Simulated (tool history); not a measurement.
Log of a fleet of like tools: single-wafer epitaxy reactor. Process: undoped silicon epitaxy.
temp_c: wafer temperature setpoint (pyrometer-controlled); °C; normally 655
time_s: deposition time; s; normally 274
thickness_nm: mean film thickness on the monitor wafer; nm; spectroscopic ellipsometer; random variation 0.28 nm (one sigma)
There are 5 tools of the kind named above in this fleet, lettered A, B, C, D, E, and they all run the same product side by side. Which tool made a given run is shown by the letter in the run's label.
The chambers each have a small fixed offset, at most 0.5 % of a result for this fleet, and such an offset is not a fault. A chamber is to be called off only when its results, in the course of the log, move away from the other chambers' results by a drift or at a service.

| run | hour | temp_c | time_s | hours since the last pyrometer calibration | read-back reference wafer on the same gauge, thickness_nm | thickness_nm |
|---|---|---|---|---|---|---|
| 1B | 3.4 | 655 | 274 | 2242.3 | 48.742 | 51.077 |
| 2C | 6.6 | 655 | 274 | 1818.5 | 48.669 | 51.617 |
| 3A | 9.3 | 655 | 274 | 2459.4 | 48.646 | 51.589 |
| 4D | 12.2 | 655 | 274 | 778.2 | 48.707 | 51.02 |
| 5E | 16.5 | 655 | 274 | 2231.6 | 48.716 | 51.917 |
| 6A | 20.4 | 655 | 274 | 2470.5 | 48.639 | 50.858 |
| 7D | 23.8 | 655 | 274 | 789.8 | 48.664 | 51.114 |
| 8B | 26.3 | 655 | 274 | 2265.2 | 48.724 | 51.103 |
| 9E | 29.5 | 655 | 274 | 2244.6 | 48.742 | 51.132 |
| 10C | 33.2 | 655 | 274 | 1845.1 | 48.756 | 51.033 |
| 11C | 35.7 | 655 | 274 | 1847.6 | 48.69 | 51.508 |
| 12B | 40.2 | 655 | 274 | 2279.1 | 48.683 | 51.429 |
| 13A | 43.1 | 655 | 274 | 2493.2 | 48.739 | 51.597 |
| 14D | 45.4 | 655 | 274 | 811.4 | 48.729 | 50.954 |
| 15E | 50 | 655 | 274 | 2265.1 | 48.761 | 50.741 |
|  | 50.5 | chamber B: pyrometer calibrated |
| 16E | 54.1 | 655 | 274 | 2269.2 | 48.598 | 50.997 |
| 17D | 56.5 | 655 | 274 | 822.5 | 48.719 | 51.366 |
| 18C | 61.3 | 660 | 226 | 1873.2 | 48.748 | 47.478 |
| 19A | 65.4 | 660 | 226 | 2515.5 | 48.762 | 47.385 |
| 20B | 68.6 | 660 | 226 | 18.2 | 48.655 | 49.493 |
| 21D | 70.8 | 660 | 226 | 836.8 | 48.684 | 46.695 |
| 22E | 73.9 | 660 | 226 | 2289 | 48.677 | 46.606 |
| 23B | 78.2 | 655 | 274 | 27.8 | 48.67 | 54.121 |
| 24A | 80.4 | 655 | 274 | 2530.5 | 48.666 | 51.316 |
| 25C | 85 | 655 | 274 | 1896.9 | 48.621 | 51.65 |
| 26A | 89.2 | 655 | 274 | 2539.3 | 48.639 | 51.403 |
| 27B | 93.1 | 647 | 274 | 42.7 | 48.72 | 45.472 |
| 28C | 97.4 | 647 | 274 | 1909.3 | 48.747 | 42.7 |
| 29D | 100 | 647 | 274 | 866 | 48.698 | 42.884 |
| 30E | 103.2 | 647 | 274 | 2318.3 | 48.699 | 43.17 |
| 31D | 106.4 | 647 | 274 | 872.4 | 48.695 | 42.741 |
| 32B | 110.6 | 655 | 274 | 60.2 | 48.643 | 54.207 |
| 33C | 113.5 | 643 | 316 | 1925.4 | 48.742 | 45.115 |
| 34E | 117 | 643 | 316 | 2332.1 | 48.717 | 45.311 |
| 35A | 120.1 | 643 | 316 | 2570.2 | 48.648 | 45.386 |
| 36A | 123.9 | 643 | 316 | 2574 | 48.737 | 45.221 |
| 37E | 128.4 | 643 | 316 | 2343.5 | 48.656 | 45.653 |
|  | 129.5 | chamber C: pyrometer calibrated |
| 38D | 131 | 655 | 274 | 897 | 48.697 | 51.232 |
| 39B | 133.4 | 655 | 274 | 83 | 48.677 | 54.375 |
| 40C | 137.4 | 655 | 274 | 8 | 48.704 | 51.145 |
| 41A | 139.8 | 655 | 274 | 2589.9 | 48.702 | 51.491 |

Is one chamber off against the others, does the gauge drift, or is nothing wrong? If a chamber is off, say which, and what the likeliest cause is.

Chamber B has stood off from the others ever since a service on it.
What lies behind it: wafer temperature above the value expected at the setpoint (K) = 2.62.

Here are 4 candidates for chamber B's next run, each the usual settings with a change, their results left as question marks. Which one brings its results back in line with what the others give on the usual settings?
In-line tolerance around the mean of the other chambers on the usual settings: thickness_nm 0.98 nm
| 42B-1 | 143.3 | 655 | 289 |  |  | ? |
| 42B-2 | 143.3 | 655 | 247 |  |  | ? |
| 42B-3 | 143.3 | 653 | 270 |  |  | ? |
| 42B-4 | 143.3 | 655 | 301 |  |  | ? |

Average result of the remaining chambers running the usual settings: thickness_nm 51.29 nm
| run | thickness_nm |
|---|---|
| 42B-1 | 57.254 |
| 42B-2 | 48.934 |
| 42B-3 | 51.241 |
| 42B-4 | 59.632 |
Change 42B-3 lands the chamber within the allowed miss of the other chambers.
